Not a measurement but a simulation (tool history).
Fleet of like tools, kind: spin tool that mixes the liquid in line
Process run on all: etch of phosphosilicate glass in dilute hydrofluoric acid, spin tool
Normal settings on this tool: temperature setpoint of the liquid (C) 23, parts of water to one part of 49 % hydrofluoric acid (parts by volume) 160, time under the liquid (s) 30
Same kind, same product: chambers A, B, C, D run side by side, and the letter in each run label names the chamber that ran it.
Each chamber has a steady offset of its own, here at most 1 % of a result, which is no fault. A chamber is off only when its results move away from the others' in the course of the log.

run	hour	temperature setpoint of the liquid (C)	parts of water to one part of 49 % hydrofluoric acid (parts by volume)	time under the liquid (s)	hours since the thermometer was replaced	hours since the hydrofluoric acid flow meter was replaced	read-back film thickness of the phosphosilicate glass reference wafer, read on the same gauge (nm)	thickness taken off the phosphosilicate glass on a monitor wafer (Å)
1A	14.6	23	160	30	586.0	1077.3	110.02	177.230
2D	30.5	23	160	30	1305.5	848.8	110.02	174.230
3B	45.2	23	160	30	1997.6	2283.8	110.00	175.900
4C	57.4	23	160	30	2315.7	77.5	110.01	177.600
5C	72.3	23	160	30	2330.6	92.4	110.00	176.320
6B	79.7	23	160	30	2032.1	2318.3	110.02	176.280
7D	93.5	26	160	30	1368.5	911.8	109.99	199.250
8A	104.3	26	160	30	675.7	1167.0	109.98	198.430
9A	117.7	26	160	30	689.1	1180.4	110.01	199.730
10B	126.6	26	160	30	2079.0	2365.2	109.99	199.350
11C	138.5	23	160	30	2396.8	158.6	110.00	178.520
12D	148.6	23	160	30	1423.6	966.9	109.97	180.370
13C	155.7	23	160	15	2414.0	175.8	109.99	90.147
# hour 165.7: chamber B: hydrofluoric acid flow meter replaced
14D	168.0	23	160	15	1443.0	986.3	109.99	87.842
15A	183.6	23	160	15	755.0	1246.3	110.02	88.962
# hour 190.5: chamber C: thermometer replaced
16B	193.2	23	160	15	2145.6	27.5	110.00	87.787
17C	209.5	23	160	30	19.0	229.6	109.99	180.100
18B	225.1	23	160	30	2177.5	59.4	110.00	178.200
19D	240.8	23	160	20	1515.8	1059.1	110.02	118.380
20A	256.0	23	160	20	827.4	1318.7	109.99	120.710
# hour 258.1: chamber A: hydrofluoric acid flow meter replaced
21D	263.3	23	160	20	1538.3	1081.6	110.03	118.310
22C	275.1	23	160	20	84.6	295.2	110.01	117.280
23A	282.8	23	160	30	854.2	24.8	110.03	175.100
24B	291.1	23	160	30	2243.5	125.4	110.01	176.620
25D	306.2	23	160	30	1581.2	1124.5	110.02	178.170
26B	321.8	23	160	30	2274.2	156.1	110.01	180.060
27C	333.2	23	160	30	142.7	353.3	109.99	177.350
28A	341.5	23	160	30	912.9	83.5	109.98	176.950
29B	350.7	23	215	30	2303.1	185.0	110.02	126.120
30A	359.2	23	215	30	930.6	101.2	110.04	124.440
31D	371.8	23	215	30	1646.8	1190.1	109.98	126.120
# hour 377.5: chamber D: thermometer replaced
32C	380.1	23	215	30	189.6	400.2	110.01	126.240
33B	395.1	23	160	30	2347.5	229.4	110.03	179.490
34C	408.9	23	160	30	218.4	429.0	109.96	177.840
35D	423.7	23	160	30	46.2	1242.0	109.97	180.920
36A	438.3	23	160	30	1009.7	180.3	109.97	178.970

Read the log: is a single chamber off, either drifting away or since a service, is the gauge that measures every chamber drifting, or is nothing wrong beyond small per-chamber offsets? Name any odd chamber and what most likely caused it.

Nothing is wrong: each chamber keeps only its own small, steady offset and the gauge holds still.
